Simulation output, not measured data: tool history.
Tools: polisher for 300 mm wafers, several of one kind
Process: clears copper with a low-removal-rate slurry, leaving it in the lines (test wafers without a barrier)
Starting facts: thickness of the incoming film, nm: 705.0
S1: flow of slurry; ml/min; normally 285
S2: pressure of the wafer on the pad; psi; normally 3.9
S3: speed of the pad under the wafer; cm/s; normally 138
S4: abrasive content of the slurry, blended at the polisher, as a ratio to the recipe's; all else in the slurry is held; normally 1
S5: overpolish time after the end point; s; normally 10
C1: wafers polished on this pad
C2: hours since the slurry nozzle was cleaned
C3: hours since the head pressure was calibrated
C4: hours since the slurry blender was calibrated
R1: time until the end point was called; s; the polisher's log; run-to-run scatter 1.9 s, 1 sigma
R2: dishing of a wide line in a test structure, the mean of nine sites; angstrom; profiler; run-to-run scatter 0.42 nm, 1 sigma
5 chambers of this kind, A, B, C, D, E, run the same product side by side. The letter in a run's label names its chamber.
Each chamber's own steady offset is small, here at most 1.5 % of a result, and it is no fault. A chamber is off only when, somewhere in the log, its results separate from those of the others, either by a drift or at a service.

{"run": "1A", "hour": 5.7, "S1": 285, "S2": 3.9, "S3": 138, "S4": 1, "S5": 10, "C1": 230, "C2": 67.1, "C3": 320.5, "C4": 21.8, "R1": 121.43, "R2": 367.72}
{"run": "2E", "hour": 9.3, "S1": 285, "S2": 3.9, "S3": 138, "S4": 1, "S5": 10, "C1": 282, "C2": 157.6, "C3": 908.6, "C4": 357.9, "R1": 121.38, "R2": 357.87}
{"hour": 11.2, "done": "chamber B: worn pad replaced by a new one"}
{"run": "3D", "hour": 14.9, "S1": 285, "S2": 3.9, "S3": 138, "S4": 1, "S5": 10, "C1": 137, "C2": 532.0, "C3": 1084.5, "C4": 56.6, "R1": 122.26, "R2": 357.08}
{"run": "4B", "hour": 20.1, "S1": 285, "S2": 3.9, "S3": 138, "S4": 1, "S5": 10, "C1": 79, "C2": 149.0, "C3": 433.1, "C4": 37.7, "R1": 120.47, "R2": 353.25}
{"run": "5C", "hour": 26.4, "S1": 285, "S2": 3.9, "S3": 138, "S4": 1, "S5": 10, "C1": 1040, "C2": 513.0, "C3": 121.7, "C4": 142.3, "R1": 120.43, "R2": 367.57}
{"run": "6D", "hour": 30.8, "S1": 340, "S2": 3.9, "S3": 138, "S4": 1, "S5": 10, "C1": 277, "C2": 547.9, "C3": 1100.4, "C4": 72.5, "R1": 119.11, "R2": 369.45}
{"hour": 35.3, "done": "chamber B: head pressure recalibrated"}
{"run": "7C", "hour": 35.6, "S1": 340, "S2": 3.9, "S3": 138, "S4": 1, "S5": 10, "C1": 1121, "C2": 522.2, "C3": 130.9, "C4": 151.5, "R1": 123.13, "R2": 371.18}
{"run": "8E", "hour": 41.0, "S1": 340, "S2": 3.9, "S3": 138, "S4": 1, "S5": 10, "C1": 563, "C2": 189.3, "C3": 940.3, "C4": 389.6, "R1": 124.15, "R2": 367.87}
{"hour": 41.1, "done": "chamber E: head pressure recalibrated"}
{"run": "9B", "hour": 44.9, "S1": 340, "S2": 3.9, "S3": 138, "S4": 1, "S5": 10, "C1": 298, "C2": 173.8, "C3": 9.6, "C4": 62.5, "R1": 121.24, "R2": 356.85}
{"hour": 48.4, "done": "chamber A: worn pad replaced by a new one"}
{"run": "10A", "hour": 49.5, "S1": 340, "S2": 3.9, "S3": 138, "S4": 1, "S5": 10, "C1": 10, "C2": 110.9, "C3": 364.3, "C4": 65.6, "R1": 121.25, "R2": 358.16}
{"run": "11A", "hour": 52.6, "S1": 285, "S2": 3.9, "S3": 138, "S4": 1, "S5": 10, "C1": 37, "C2": 114.0, "C3": 367.4, "C4": 68.7, "R1": 122.41, "R2": 362.8}
{"hour": 55.3, "done": "chamber A: head pressure recalibrated"}
{"run": "12E", "hour": 57.8, "S1": 285, "S2": 3.9, "S3": 138, "S4": 1, "S5": 10, "C1": 712, "C2": 206.1, "C3": 16.7, "C4": 406.4, "R1": 126.56, "R2": 369.45}
{"hour": 61.0, "done": "chamber E: slurry blender recalibrated"}
{"hour": 61.9, "done": "chamber E: worn pad replaced by a new one"}
{"run": "13D", "hour": 62.5, "S1": 285, "S2": 3.9, "S3": 138, "S4": 1, "S5": 10, "C1": 558, "C2": 579.6, "C3": 1132.1, "C4": 104.2, "R1": 121.25, "R2": 358.65}
{"run": "14B", "hour": 65.6, "S1": 285, "S2": 3.9, "S3": 138, "S4": 1, "S5": 10, "C1": 482, "C2": 194.5, "C3": 30.3, "C4": 83.2, "R1": 121.2, "R2": 360.68}
{"hour": 68.9, "done": "chamber C: worn pad replaced by a new one"}
{"run": "15C", "hour": 69.2, "S1": 285, "S2": 3.9, "S3": 138, "S4": 1, "S5": 10, "C1": 3, "C2": 555.8, "C3": 164.5, "C4": 185.1, "R1": 123.73, "R2": 364.93}
{"run": "16C", "hour": 74.3, "S1": 285, "S2": 3.9, "S3": 138, "S4": 1, "S5": 10, "C1": 48, "C2": 560.9, "C3": 169.6, "C4": 190.2, "R1": 120.28, "R2": 367.18}
{"hour": 77.8, "done": "chamber D: worn pad replaced by a new one"}
{"run": "17E", "hour": 79.8, "S1": 285, "S2": 3.9, "S3": 138, "S4": 1, "S5": 10, "C1": 159, "C2": 228.1, "C3": 38.7, "C4": 18.8, "R1": 127.16, "R2": 368.14}
{"hour": 83.2, "done": "chamber E: slurry nozzle cleaned"}
{"run": "18A", "hour": 83.6, "S1": 285, "S2": 3.9, "S3": 138, "S4": 1, "S5": 10, "C1": 312, "C2": 145.0, "C3": 28.3, "C4": 99.7, "R1": 127.09, "R2": 359.47}
{"run": "19D", "hour": 89.7, "S1": 285, "S2": 3.9, "S3": 138, "S4": 1, "S5": 10, "C1": 105, "C2": 606.8, "C3": 1159.3, "C4": 131.4, "R1": 123.16, "R2": 359.88}
{"run": "20B", "hour": 94.3, "S1": 285, "S2": 3.9, "S3": 138, "S4": 1, "S5": 10, "C1": 736, "C2": 223.2, "C3": 59.0, "C4": 111.9, "R1": 122.33, "R2": 363.05}
{"run": "21A", "hour": 99.8, "S1": 285, "S2": 3.9, "S3": 138, "S4": 1, "S5": 10, "C1": 455, "C2": 161.2, "C3": 44.5, "C4": 115.9, "R1": 123.94, "R2": 359.12}
{"run": "22B", "hour": 105.9, "S1": 335, "S2": 3.9, "S3": 112, "S4": 1, "S5": 10, "C1": 838, "C2": 234.8, "C3": 70.6, "C4": 123.5, "R1": 149.55, "R2": 305.89}
{"run": "23E", "hour": 109.1, "S1": 335, "S2": 3.9, "S3": 112, "S4": 1, "S5": 10, "C1": 418, "C2": 26.0, "C3": 68.0, "C4": 48.1, "R1": 146.05, "R2": 315.53}
{"run": "24C", "hour": 114.9, "S1": 335, "S2": 3.9, "S3": 112, "S4": 1, "S5": 10, "C1": 408, "C2": 601.5, "C3": 210.2, "C4": 230.8, "R1": 153.49, "R2": 307.89}
{"hour": 120.6, "done": "chamber A: worn pad replaced by a new one"}
{"run": "25D", "hour": 120.9, "S1": 335, "S2": 3.9, "S3": 112, "S4": 1, "S5": 10, "C1": 382, "C2": 638.0, "C3": 1190.5, "C4": 162.6, "R1": 149.33, "R2": 305.33}
{"run": "26B", "hour": 124.5, "S1": 335, "S2": 3.9, "S3": 112, "S4": 1, "S5": 10, "C1": 1003, "C2": 253.4, "C3": 89.2, "C4": 142.1, "R1": 151.06, "R2": 308.71}
{"run": "27C", "hour": 130.0, "S1": 285, "S2": 3.9, "S3": 138, "S4": 1, "S5": 10, "C1": 541, "C2": 616.6, "C3": 225.3, "C4": 245.9, "R1": 123.47, "R2": 358.12}
{"hour": 132.4, "done": "chamber E: worn pad replaced by a new one"}
{"run": "28D", "hour": 133.5, "S1": 285, "S2": 3.9, "S3": 138, "S4": 1, "S5": 10, "C1": 493, "C2": 650.6, "C3": 1203.1, "C4": 175.2, "R1": 124.73, "R2": 359.16}
{"run": "29E", "hour": 137.3, "S1": 285, "S2": 3.9, "S3": 138, "S4": 1, "S5": 10, "C1": 43, "C2": 54.2, "C3": 96.2, "C4": 76.3, "R1": 124.22, "R2": 369.64}
{"hour": 142.5, "done": "chamber D: head pressure recalibrated"}
{"run": "30A", "hour": 142.7, "S1": 285, "S2": 3.9, "S3": 138, "S4": 1, "S5": 10, "C1": 196, "C2": 204.1, "C3": 87.4, "C4": 158.8, "R1": 125.69, "R2": 355.29}
{"run": "31E", "hour": 147.7, "S1": 285, "S2": 3.9, "S3": 96, "S4": 1, "S5": 10, "C1": 136, "C2": 64.6, "C3": 106.6, "C4": 86.7, "R1": 180.61, "R2": 276.04}
{"hour": 149.3, "done": "chamber A: slurry nozzle cleaned"}
{"hour": 149.3, "done": "chamber B: worn pad replaced by a new one"}
{"run": "32D", "hour": 153.7, "S1": 285, "S2": 3.9, "S3": 96, "S4": 1, "S5": 10, "C1": 672, "C2": 670.8, "C3": 11.3, "C4": 195.4, "R1": 174.1, "R2": 270.59}
{"hour": 156.2, "done": "chamber D: slurry nozzle cleaned"}
{"hour": 156.4, "done": "chamber D: worn pad replaced by a new one"}
{"run": "33A", "hour": 159.9, "S1": 285, "S2": 3.9, "S3": 96, "S4": 1, "S5": 10, "C1": 348, "C2": 10.6, "C3": 104.6, "C4": 176.0, "R1": 175.35, "R2": 272.78}
{"hour": 164.1, "done": "chamber D: slurry blender recalibrated"}
{"run": "34B", "hour": 164.1, "S1": 285, "S2": 3.9, "S3": 96, "S4": 1, "S5": 10, "C1": 131, "C2": 293.0, "C3": 128.8, "C4": 181.7, "R1": 176.03, "R2": 270.3}
{"run": "35C", "hour": 169.9, "S1": 285, "S2": 3.9, "S3": 96, "S4": 1, "S5": 10, "C1": 895, "C2": 656.5, "C3": 265.2, "C4": 285.8, "R1": 179.4, "R2": 269.78}
{"hour": 174.6, "done": "chamber C: slurry nozzle cleaned"}
{"run": "36C", "hour": 176.0, "S1": 285, "S2": 3.9, "S3": 138, "S4": 1, "S5": 10, "C1": 949, "C2": 1.5, "C3": 271.3, "C4": 291.9, "R1": 122.66, "R2": 360.05}
{"run": "37D", "hour": 180.2, "S1": 285, "S2": 3.9, "S3": 138, "S4": 1, "S5": 10, "C1": 211, "C2": 24.0, "C3": 37.8, "C4": 16.1, "R1": 122.55, "R2": 372.45}

Which is it: a chamber that has drifted or been left off by a service, a gauge drift common to all chambers, or only each chamber's usual small offset? If a chamber is off, name it and its likeliest cause.

No chamber is off and the gauge is stable; the differences are just each chamber's small, constant offset.

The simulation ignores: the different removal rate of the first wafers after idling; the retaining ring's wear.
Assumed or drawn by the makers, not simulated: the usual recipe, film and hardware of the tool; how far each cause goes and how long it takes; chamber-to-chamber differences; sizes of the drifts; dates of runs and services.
